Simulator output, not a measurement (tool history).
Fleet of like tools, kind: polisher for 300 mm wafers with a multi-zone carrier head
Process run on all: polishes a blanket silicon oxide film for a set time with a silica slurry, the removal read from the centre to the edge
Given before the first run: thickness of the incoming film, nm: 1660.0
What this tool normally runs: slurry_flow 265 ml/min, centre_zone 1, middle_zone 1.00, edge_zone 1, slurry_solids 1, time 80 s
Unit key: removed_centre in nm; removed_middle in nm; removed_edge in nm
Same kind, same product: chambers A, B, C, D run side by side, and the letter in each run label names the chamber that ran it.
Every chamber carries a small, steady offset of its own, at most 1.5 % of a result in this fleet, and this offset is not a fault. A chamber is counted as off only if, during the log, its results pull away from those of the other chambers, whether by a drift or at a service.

run	hour	slurry_flow	centre_zone	middle_zone	edge_zone	slurry_solids	time	removed_centre	removed_middle	removed_edge
1B	10.9	265	1	1.00	1	1	80	284.15	290.13	285.87
2A	21.2	265	1	1.00	1	1	80	283.55	285.95	290.09
3D	28.9	265	1	1.00	1	1	80	283.06	282.40	283.47
4C	35.7	265	1	1.00	1	1	80	284.51	288.08	280.26
# hour 39.1: chamber D: worn pad replaced by a new one
5A	47.2	265	1	1.00	1	1	80	281.89	284.93	291.30
6B	59.1	265	1	1.00	1	1	80	292.76	281.36	281.22
# hour 67.2: chamber B: worn pad replaced by a new one
7D	71.1	265	1	1.00	1	1	80	286.32	283.86	287.41
8C	82.0	265	1	1.00	1	1	80	290.98	284.69	283.99
9C	88.7	265	1	1.00	1	1	80	280.27	288.31	284.87
# hour 100.3: chamber A: worn pad replaced by a new one
10B	100.3	185	1	1.00	1	1	59	201.74	202.29	205.21
11D	112.0	185	1	1.00	1	1	59	198.05	196.73	196.73
12A	118.9	185	1	1.00	1	1	59	190.75	197.01	200.54
# hour 119.5: chamber C: worn pad replaced by a new one
13B	126.9	185	1	1.00	1	1	59	204.03	199.09	205.27
14C	133.8	265	1	1.00	1	1	80	281.90	287.45	281.26
15D	141.6	265	1	1.00	1	1	80	287.83	284.31	285.13
16A	147.1	265	1	1.00	1	1	80	281.83	282.40	285.14
# hour 149.3: chamber B: centre zone pressure recalibrated
17B	153.9	295	1	1.00	1	1	80	281.61	288.80	284.97
# hour 157.7: chamber D: worn pad replaced by a new one
18D	160.2	295	1	1.00	1	1	80	286.66	285.96	285.55
19A	165.8	295	1	1.00	1	1	80	288.67	287.75	286.52
20C	171.5	295	1	1.00	1	1	80	293.91	289.13	285.86
21D	180.5	265	1	1.00	1	1	80	277.59	285.68	280.25
22B	188.3	265	1	1.00	1	1	80	285.30	284.43	283.47
23A	199.0	265	1	1.00	1	1	80	283.75	285.47	284.04
24C	209.9	265	1	0.91	1	1	80	292.21	260.64	287.86
25A	215.3	265	1	0.91	1	1	80	284.44	256.08	290.82
# hour 216.4: chamber B: worn pad replaced by a new one
26B	222.0	265	1	0.91	1	1	80	282.21	262.73	285.07
27C	234.1	265	1	0.91	1	1	80	286.52	260.55	286.97
28D	244.5	265	1	1.00	1	1	80	286.15	281.94	282.72
# hour 245.1: chamber A: worn pad replaced by a new one
29D	251.6	265	1	1.00	1	1	80	290.08	286.27	280.22
30C	257.9	265	1	1.00	1	1	80	284.07	285.99	281.74
31B	264.9	265	1	1.00	1	1	80	286.47	285.26	286.49
32A	272.2	265	1	1.00	1	1	80	280.86	281.10	286.32
33B	284.1	265	1	1.00	1	1	80	289.73	289.07	282.98

Each of the 4 chambers runs these same settings next. Fill in every chamber's results:
34A	293.1	265	1	0.96	1	1	80	?	?	?
34B	293.1	265	1	0.96	1	1	80	?	?	?
34C	293.1	265	1	0.96	1	1	80	?	?	?
34D	293.1	265	1	0.96	1	1	80	?	?	?

run	removed_centre	removed_middle	removed_edge
34A	291.42	276.20	285.97
34B	283.82	271.53	283.38
34C	287.11	276.96	285.28
34D	281.00	275.61	282.86
